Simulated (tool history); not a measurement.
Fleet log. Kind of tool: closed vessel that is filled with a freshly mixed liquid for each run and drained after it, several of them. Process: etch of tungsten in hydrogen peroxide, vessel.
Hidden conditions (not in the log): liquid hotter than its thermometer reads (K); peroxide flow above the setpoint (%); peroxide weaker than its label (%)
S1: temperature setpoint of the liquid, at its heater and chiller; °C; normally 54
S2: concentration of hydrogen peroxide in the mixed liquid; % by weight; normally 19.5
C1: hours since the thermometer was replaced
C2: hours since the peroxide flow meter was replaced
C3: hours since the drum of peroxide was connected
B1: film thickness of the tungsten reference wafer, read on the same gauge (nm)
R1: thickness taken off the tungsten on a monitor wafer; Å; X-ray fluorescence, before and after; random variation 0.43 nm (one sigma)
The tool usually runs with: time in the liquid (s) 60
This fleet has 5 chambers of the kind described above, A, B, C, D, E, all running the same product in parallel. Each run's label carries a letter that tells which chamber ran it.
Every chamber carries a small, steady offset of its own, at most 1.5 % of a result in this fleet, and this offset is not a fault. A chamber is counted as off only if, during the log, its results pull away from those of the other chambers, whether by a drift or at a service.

{"run": "1E", "day": 0.35, "S1": 54, "S2": 19.5, "time in the liquid (s)": 60, "C1": 443.1, "C2": 400.7, "C3": 444, "B1": 140.01, "R1": 624.07}
{"run": "2D", "day": 0.625, "S1": 54, "S2": 19.5, "time in the liquid (s)": 60, "C1": 998.3, "C2": 352.3, "C3": 195.5, "B1": 140.01, "R1": 639.18}
{"run": "3A", "day": 1.021, "S1": 54, "S2": 19.5, "time in the liquid (s)": 60, "C1": 312, "C2": 894, "C3": 242.2, "B1": 139.99, "R1": 647.76}
{"run": "4B", "day": 1.308, "S1": 54, "S2": 19.5, "time in the liquid (s)": 60, "C1": 357.3, "C2": 448.8, "C3": 833.5, "B1": 139.98, "R1": 631.85}
{"run": "5C", "day": 1.546, "S1": 54, "S2": 19.5, "time in the liquid (s)": 60, "C1": 268.3, "C2": 450, "C3": 200.8, "B1": 139.98, "R1": 632.43}
{"run": "6A", "day": 1.838, "S1": 54, "S2": 19.5, "time in the liquid (s)": 60, "C1": 331.6, "C2": 913.6, "C3": 261.8, "B1": 140.01, "R1": 636.88}
{"run": "7D", "day": 2.242, "S1": 54, "S2": 19.5, "time in the liquid (s)": 60, "C1": 1037.1, "C2": 391.1, "C3": 234.3, "B1": 140.01, "R1": 639.35}
{"run": "8B", "day": 2.479, "S1": 54, "S2": 19.5, "time in the liquid (s)": 60, "C1": 385.4, "C2": 476.9, "C3": 861.6, "B1": 140, "R1": 644.51}
{"run": "9C", "day": 2.788, "S1": 54, "S2": 19.5, "time in the liquid (s)": 60, "C1": 298.1, "C2": 479.8, "C3": 230.6, "B1": 139.99, "R1": 645.82}
{"run": "10E", "day": 3.167, "S1": 54, "S2": 19.5, "time in the liquid (s)": 60, "C1": 510.7, "C2": 468.3, "C3": 511.6, "B1": 140.01, "R1": 625.54}
{"run": "11B", "day": 3.371, "S1": 54, "S2": 19.5, "time in the liquid (s)": 60, "C1": 406.8, "C2": 498.3, "C3": 883, "B1": 140.02, "R1": 634.93}
{"run": "12D", "day": 3.762, "S1": 54, "S2": 19.5, "time in the liquid (s)": 60, "C1": 1073.6, "C2": 427.6, "C3": 270.8, "B1": 140.01, "R1": 633.02}
{"run": "13C", "day": 4.05, "S1": 54, "S2": 19.5, "time in the liquid (s)": 60, "C1": 328.4, "C2": 510.1, "C3": 260.9, "B1": 140, "R1": 638.82}
{"run": "14A", "day": 4.4, "S1": 54, "S2": 15.5, "time in the liquid (s)": 40, "C1": 393.1, "C2": 975.1, "C3": 323.3, "B1": 139.98, "R1": 382.95}
{"run": "15E", "day": 4.625, "S1": 54, "S2": 15.5, "time in the liquid (s)": 40, "C1": 545.7, "C2": 503.3, "C3": 546.6, "B1": 139.99, "R1": 372.22}
{"day": 4.696, "done": "chamber B: new drum of peroxide connected"}
{"run": "16E", "day": 5.025, "S1": 54, "S2": 15.5, "time in the liquid (s)": 40, "C1": 555.3, "C2": 512.9, "C3": 556.2, "B1": 140, "R1": 374.7}
{"run": "17B", "day": 5.238, "S1": 54, "S2": 15.5, "time in the liquid (s)": 40, "C1": 451.6, "C2": 543.1, "C3": 13, "B1": 139.99, "R1": 374.76}
{"run": "18C", "day": 5.442, "S1": 54, "S2": 15.5, "time in the liquid (s)": 40, "C1": 361.8, "C2": 543.5, "C3": 294.3, "B1": 139.97, "R1": 390.34}
{"day": 5.496, "done": "chamber E: peroxide flow meter replaced"}
{"run": "19D", "day": 5.792, "S1": 54, "S2": 19.5, "time in the liquid (s)": 60, "C1": 1122.3, "C2": 476.3, "C3": 319.5, "B1": 139.99, "R1": 640.06}
{"run": "20A", "day": 6.021, "S1": 54, "S2": 19.5, "time in the liquid (s)": 60, "C1": 432, "C2": 1014, "C3": 362.2, "B1": 140, "R1": 645.16}
{"run": "21A", "day": 6.358, "S1": 54, "S2": 19.5, "time in the liquid (s)": 60, "C1": 440.1, "C2": 1022.1, "C3": 370.3, "B1": 140, "R1": 648.43}
{"run": "22D", "day": 6.746, "S1": 54, "S2": 19.5, "time in the liquid (s)": 60, "C1": 1145.2, "C2": 499.2, "C3": 342.4, "B1": 140.01, "R1": 645.66}
{"run": "23E", "day": 6.925, "S1": 54, "S2": 19.5, "time in the liquid (s)": 60, "C1": 600.9, "C2": 34.4, "C3": 601.8, "B1": 140.01, "R1": 635.93}
{"run": "24B", "day": 7.158, "S1": 54, "S2": 19.5, "time in the liquid (s)": 60, "C1": 497.7, "C2": 589.2, "C3": 59.1, "B1": 139.98, "R1": 635.32}
{"run": "25C", "day": 7.504, "S1": 54, "S2": 19.5, "time in the liquid (s)": 60, "C1": 411.3, "C2": 593, "C3": 343.8, "B1": 139.99, "R1": 660.35}
{"run": "26B", "day": 7.754, "S1": 54, "S2": 17, "time in the liquid (s)": 85, "C1": 512, "C2": 603.5, "C3": 73.4, "B1": 140, "R1": 852.55}
{"run": "27D", "day": 8.1, "S1": 54, "S2": 17, "time in the liquid (s)": 85, "C1": 1177.7, "C2": 531.7, "C3": 374.9, "B1": 140.02, "R1": 853.03}
{"run": "28C", "day": 8.342, "S1": 54, "S2": 17, "time in the liquid (s)": 85, "C1": 431.4, "C2": 613.1, "C3": 363.9, "B1": 139.99, "R1": 880.28}
{"run": "29A", "day": 8.588, "S1": 54, "S2": 17, "time in the liquid (s)": 85, "C1": 493.6, "C2": 1075.6, "C3": 423.8, "B1": 140, "R1": 854.38}
{"run": "30E", "day": 8.958, "S1": 54, "S2": 17, "time in the liquid (s)": 85, "C1": 649.7, "C2": 83.2, "C3": 650.6, "B1": 139.98, "R1": 823.71}
{"run": "31A", "day": 9.225, "S1": 54, "S2": 21.5, "time in the liquid (s)": 60, "C1": 508.9, "C2": 1090.9, "C3": 439.1, "B1": 140.02, "R1": 679.02}
{"run": "32D", "day": 9.575, "S1": 54, "S2": 21.5, "time in the liquid (s)": 60, "C1": 1213.1, "C2": 567.1, "C3": 410.3, "B1": 140.01, "R1": 675.07}
{"day": 9.675, "done": "chamber D: peroxide flow meter replaced"}
{"run": "33B", "day": 9.908, "S1": 54, "S2": 21.5, "time in the liquid (s)": 60, "C1": 563.7, "C2": 655.2, "C3": 125.1, "B1": 139.97, "R1": 672.13}
{"run": "34E", "day": 10.179, "S1": 54, "S2": 21.5, "time in the liquid (s)": 60, "C1": 679, "C2": 112.5, "C3": 679.9, "B1": 140, "R1": 662.76}
{"run": "35C", "day": 10.438, "S1": 54, "S2": 21.5, "time in the liquid (s)": 60, "C1": 481.7, "C2": 663.4, "C3": 414.2, "B1": 140, "R1": 701.58}
{"run": "36B", "day": 10.667, "S1": 54, "S2": 19.5, "time in the liquid (s)": 60, "C1": 581.9, "C2": 673.4, "C3": 143.3, "B1": 140, "R1": 638.91}
{"run": "37D", "day": 10.938, "S1": 54, "S2": 19.5, "time in the liquid (s)": 30, "C1": 1245.8, "C2": 30.3, "C3": 443, "B1": 140.01, "R1": 318.19}

Which is it: a chamber that has drifted or been left off by a service, a gauge drift common to all chambers, or only each chamber's usual small offset? If a chamber is off, name it and its likeliest cause.

It is chamber C that slowly wanders off from its peers.
What lies behind it: peroxide flow above the setpoint (%) = 11.9.
The log might look much the same if the cause were instead: liquid hotter than its thermometer reads (K).

Here are 4 candidates for chamber C's next run, each the usual settings with a change, their results left as question marks. Which one brings its results back in line with what the others give on the usual settings?
In line here means within this much of the mean the other chambers give on the usual settings: R1 15 Å
{"run": "38C-1", "day": 11.233, "S1": 54, "S2": 19, "time in the liquid (s)": 60, "R1": "?"}
{"run": "38C-2", "day": 11.233, "S1": 53, "S2": 19.5, "time in the liquid (s)": 60, "R1": "?"}
{"run": "38C-3", "day": 11.233, "S1": 54, "S2": 20, "time in the liquid (s)": 60, "R1": "?"}
{"run": "38C-4", "day": 11.233, "S1": 55, "S2": 19.5, "time in the liquid (s)": 60, "R1": "?"}

What the other chambers average on the usual settings: R1 636.88 Å
run=38C-1 R1=661
run=38C-2 R1=630.39
run=38C-3 R1=678.14
run=38C-4 R1=711.47
The answer is 38C-2, which returns the chamber to within the allowed miss of the others.

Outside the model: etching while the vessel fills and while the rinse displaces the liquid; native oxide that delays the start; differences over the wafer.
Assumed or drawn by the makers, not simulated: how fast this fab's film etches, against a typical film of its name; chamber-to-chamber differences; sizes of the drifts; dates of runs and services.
